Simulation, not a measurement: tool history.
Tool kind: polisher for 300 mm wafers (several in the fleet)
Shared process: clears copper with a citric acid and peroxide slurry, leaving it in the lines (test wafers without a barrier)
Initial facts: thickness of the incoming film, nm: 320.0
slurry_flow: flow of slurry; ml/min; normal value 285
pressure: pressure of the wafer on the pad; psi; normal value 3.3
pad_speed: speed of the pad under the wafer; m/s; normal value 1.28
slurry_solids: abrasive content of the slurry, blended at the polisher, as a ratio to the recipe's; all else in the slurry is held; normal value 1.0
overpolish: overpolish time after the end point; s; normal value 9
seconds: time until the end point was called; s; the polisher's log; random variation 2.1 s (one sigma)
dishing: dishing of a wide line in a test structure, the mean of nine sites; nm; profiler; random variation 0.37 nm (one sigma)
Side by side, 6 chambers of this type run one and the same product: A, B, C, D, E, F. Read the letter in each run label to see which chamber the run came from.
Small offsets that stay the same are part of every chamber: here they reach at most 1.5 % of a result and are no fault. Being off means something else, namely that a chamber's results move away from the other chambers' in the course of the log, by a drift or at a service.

run	hour	slurry_flow	pressure	pad_speed	slurry_solids	overpolish	seconds	dishing
1B	3.3	285	3.3	1.28	1.0	9	113.45	18.830
# hour 5.9: chamber E: slurry blender recalibrated
2F	9.7	285	3.3	1.28	1.0	9	110.46	19.349
3A	13.6	285	3.3	1.28	1.0	9	111.84	18.730
# hour 15.6: chamber D: worn pad replaced by a new one
4E	18.6	285	3.3	1.28	1.0	9	116.65	19.091
5D	21.8	285	3.3	1.28	1.0	9	113.58	19.621
6C	26.2	285	3.3	1.28	1.0	9	114.17	18.683
# hour 29.6: chamber F: head pressure recalibrated
7E	30.8	285	3.3	1.28	1.0	9	117.13	19.055
# hour 35.8: chamber F: worn pad replaced by a new one
8B	36.5	285	3.3	1.28	1.0	9	114.93	19.358
9A	41.6	285	3.3	1.28	1.0	9	115.86	19.792
10F	45.3	285	3.3	1.28	1.0	9	110.00	19.241
# hour 46.5: chamber E: worn pad replaced by a new one
11D	50.8	285	3.3	1.28	1.0	9	113.15	19.193
# hour 53.5: chamber C: worn pad replaced by a new one
12C	54.8	285	3.3	1.28	1.0	9	112.00	18.454
13B	58.0	285	3.3	1.28	1.0	9	111.06	19.077
# hour 61.2: chamber D: worn pad replaced by a new one
14D	61.2	285	3.3	1.28	1.0	9	112.62	19.380
15E	65.2	285	3.3	1.28	1.0	9	113.18	18.125
# hour 67.7: chamber B: slurry nozzle cleaned
16F	70.9	285	3.3	1.28	1.0	9	111.95	18.923
17A	74.1	285	3.3	1.28	1.0	9	115.49	19.854
18C	78.2	285	3.3	1.28	1.0	7	107.99	14.713
19C	84.3	285	3.3	1.28	1.0	7	112.38	15.152
20F	88.4	285	3.3	1.28	1.0	7	112.34	15.060
# hour 89.7: chamber B: worn pad replaced by a new one
21B	91.3	285	3.3	1.28	1.0	7	118.57	15.465
22E	94.2	285	3.3	1.28	1.0	7	114.70	14.708
23A	99.6	285	3.3	1.28	1.0	7	111.94	15.133
24D	102.8	335	3.3	1.28	1.0	9	113.15	19.951
25E	106.1	335	3.3	1.28	1.0	9	115.88	19.261
# hour 107.8: chamber A: worn pad replaced by a new one
# hour 109.3: chamber D: worn pad replaced by a new one
26C	112.2	335	3.3	1.28	1.0	9	112.13	19.758
27D	116.0	335	3.3	1.28	1.0	9	115.50	18.588
28F	121.6	335	3.3	1.28	1.0	9	114.83	19.273
29B	124.4	335	3.3	1.28	1.0	9	112.60	19.575
30A	127.4	285	3.3	1.28	1.0	9	117.21	19.266
# hour 127.9: chamber C: worn pad replaced by a new one
31A	133.1	285	3.3	1.28	1.0	9	111.20	19.475
# hour 134.4: chamber E: worn pad replaced by a new one
32C	136.8	285	3.3	1.28	1.0	9	114.89	19.196
# hour 139.9: chamber F: worn pad replaced by a new one
33F	143.1	285	2.4	1.28	1.1	9	150.51	14.812
# hour 145.2: chamber D: head pressure recalibrated
34B	146.5	285	2.4	1.28	1.1	9	158.10	14.431
35D	151.6	285	2.4	1.28	1.1	9	155.12	14.504
36E	156.1	285	2.4	1.28	1.1	9	152.86	14.796
# hour 157.1: chamber D: worn pad replaced by a new one
# hour 158.1: chamber D: slurry nozzle cleaned
37E	161.5	285	2.4	1.28	1.1	9	149.16	14.226
38B	165.5	285	2.4	1.28	1.1	9	153.18	14.401
39D	169.5	285	3.3	1.28	1.0	9	116.90	19.047

What goes on in this fleet: one chamber off, a drifting gauge, or nothing beyond the chambers' own small offsets? Name the chamber and the cause, if any.

Beyond each chamber's small constant offset nothing stands out, and the gauge stays steady.

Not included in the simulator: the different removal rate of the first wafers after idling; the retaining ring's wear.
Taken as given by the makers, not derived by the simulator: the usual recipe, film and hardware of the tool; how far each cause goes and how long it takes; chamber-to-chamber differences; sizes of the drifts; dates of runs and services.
